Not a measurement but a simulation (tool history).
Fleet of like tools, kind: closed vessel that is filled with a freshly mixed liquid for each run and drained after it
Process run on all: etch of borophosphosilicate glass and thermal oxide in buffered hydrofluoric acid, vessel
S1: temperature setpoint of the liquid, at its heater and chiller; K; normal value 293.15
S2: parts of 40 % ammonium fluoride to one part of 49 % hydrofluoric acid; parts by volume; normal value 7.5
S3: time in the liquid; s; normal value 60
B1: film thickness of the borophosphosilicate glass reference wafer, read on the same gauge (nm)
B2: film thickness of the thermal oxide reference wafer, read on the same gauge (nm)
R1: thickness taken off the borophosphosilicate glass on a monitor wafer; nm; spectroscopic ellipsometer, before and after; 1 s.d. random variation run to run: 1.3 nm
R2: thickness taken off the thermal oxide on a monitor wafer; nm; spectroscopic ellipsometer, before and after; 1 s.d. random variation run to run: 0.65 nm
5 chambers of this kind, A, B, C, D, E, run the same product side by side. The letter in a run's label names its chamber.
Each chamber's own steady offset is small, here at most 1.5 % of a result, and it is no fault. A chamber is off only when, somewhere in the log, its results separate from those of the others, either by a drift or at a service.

Run 1E, hour 5.2: usual settings; B1 49.993; B2 109.99. Result: R1 133.860 nm, R2 69.793 nm.
Run 2C, hour 10.9: usual settings; B1 49.993; B2 110.00. Result: R1 134.950 nm, R2 68.706 nm.
Run 3D, hour 14.0: usual settings; B1 50.001; B2 109.99. Result: R1 132.580 nm, R2 70.378 nm.
Run 4A, hour 17.4: usual settings; B1 50.003; B2 109.97. Result: R1 133.170 nm, R2 68.158 nm.
Run 5B, hour 22.6: usual settings; B1 50.018; B2 110.03. Result: R1 137.570 nm, R2 68.279 nm.
Run 6B, hour 25.9: usual settings; B1 49.968; B2 110.02. Result: R1 132.380 nm, R2 68.556 nm.
Run 7A, hour 31.4: usual settings; B1 49.983; B2 110.00. Result: R1 134.230 nm, R2 69.306 nm.
Run 8D, hour 36.5: usual settings; B1 49.995; B2 110.03. Result: R1 135.150 nm, R2 69.096 nm.
Run 9C, hour 40.9: usual settings; B1 49.971; B2 110.01. Result: R1 133.630 nm, R2 68.754 nm.
Run 10E, hour 43.6: usual settings but S2 6.5 parts by volume; B1 50.016; B2 110.00. Result: R1 153.380 nm, R2 80.308 nm.
Run 11E, hour 49.3: usual settings but S2 6.5 parts by volume; B1 49.986; B2 110.04. Result: R1 152.990 nm, R2 79.982 nm.
Run 12C, hour 53.0: usual settings but S2 6.5 parts by volume; B1 49.994; B2 109.96. Result: R1 152.730 nm, R2 80.460 nm.
Run 13A, hour 57.1: usual settings but S2 6.5 parts by volume; B1 49.975; B2 110.00. Result: R1 153.480 nm, R2 80.265 nm.
Run 14B, hour 60.1: usual settings but S2 6.5 parts by volume; B1 50.009; B2 110.04. Result: R1 155.820 nm, R2 79.689 nm.
Run 15D, hour 62.8: usual settings but S3 80 s; B1 49.963; B2 109.99. Result: R1 178.670 nm, R2 92.894 nm.
Run 16C, hour 67.0: usual settings but S3 80 s; B1 50.043; B2 110.00. Result: R1 175.640 nm, R2 91.362 nm.
Run 17E, hour 73.0: usual settings but S3 80 s; B1 49.968; B2 110.06. Result: R1 178.090 nm, R2 94.002 nm.
Run 18A, hour 78.3: usual settings but S3 80 s; B1 49.988; B2 109.98. Result: R1 178.630 nm, R2 92.230 nm.
Run 19D, hour 82.0: usual settings but S3 80 s; B1 50.029; B2 109.98. Result: R1 179.650 nm, R2 91.644 nm.
Run 20B, hour 86.7: usual settings; B1 50.015; B2 109.98. Result: R1 137.180 nm, R2 69.974 nm.
Run 21D, hour 89.6: usual settings; B1 49.992; B2 110.00. Result: R1 133.890 nm, R2 71.499 nm.
Run 22E, hour 93.9: usual settings; B1 49.969; B2 109.98. Result: R1 132.940 nm, R2 69.826 nm.
Run 23A, hour 100.0: usual settings but S3 80 s; B1 49.994; B2 109.99. Result: R1 178.140 nm, R2 95.014 nm.
At hour 103.1: chamber D: thermometer replaced.
Run 24B, hour 104.7: usual settings but S3 80 s; B1 49.996; B2 109.98. Result: R1 182.040 nm, R2 91.218 nm.
Run 25C, hour 110.7: usual settings but S3 80 s; B1 49.954; B2 110.01. Result: R1 177.840 nm, R2 92.033 nm.
Run 26C, hour 116.4: usual settings but S3 80 s; B1 50.012; B2 109.97. Result: R1 181.090 nm, R2 90.991 nm.
Run 27B, hour 119.1: usual settings but S3 80 s; B1 49.947; B2 110.01. Result: R1 179.280 nm, R2 92.311 nm.
Run 28D, hour 124.6: usual settings; B1 50.011; B2 110.00. Result: R1 132.220 nm, R2 69.929 nm.
Run 29A, hour 130.1: usual settings; B1 50.007; B2 109.99. Result: R1 134.440 nm, R2 68.470 nm.
Run 30E, hour 136.3: usual settings; B1 49.999; B2 109.97. Result: R1 134.120 nm, R2 68.881 nm.
Run 31A, hour 142.3: usual settings; B1 50.020; B2 109.97. Result: R1 133.630 nm, R2 69.154 nm.
Run 32B, hour 147.5: usual settings; B1 49.991; B2 109.99. Result: R1 132.920 nm, R2 68.906 nm.
Run 33D, hour 152.9: usual settings but S1 290.15 K, S3 30 s; B1 49.989; B2 109.99. Result: R1 55.378 nm, R2 29.408 nm.

Each of the 5 chambers runs these same settings next. Fill in every chamber's results:
Run 34A, hour 157.3: usual settings. Result: R1 ?, R2 ?.
Run 34B, hour 157.3: usual settings. Result: R1 ?, R2 ?.
Run 34C, hour 157.3: usual settings. Result: R1 ?, R2 ?.
Run 34D, hour 157.3: usual settings. Result: R1 ?, R2 ?.
Run 34E, hour 157.3: usual settings. Result: R1 ?, R2 ?.

run       R1      R2
34A  135.230  69.402
34B  134.580  68.552
34C  133.250  67.886
34D  135.710  70.486
34E  131.210  69.623

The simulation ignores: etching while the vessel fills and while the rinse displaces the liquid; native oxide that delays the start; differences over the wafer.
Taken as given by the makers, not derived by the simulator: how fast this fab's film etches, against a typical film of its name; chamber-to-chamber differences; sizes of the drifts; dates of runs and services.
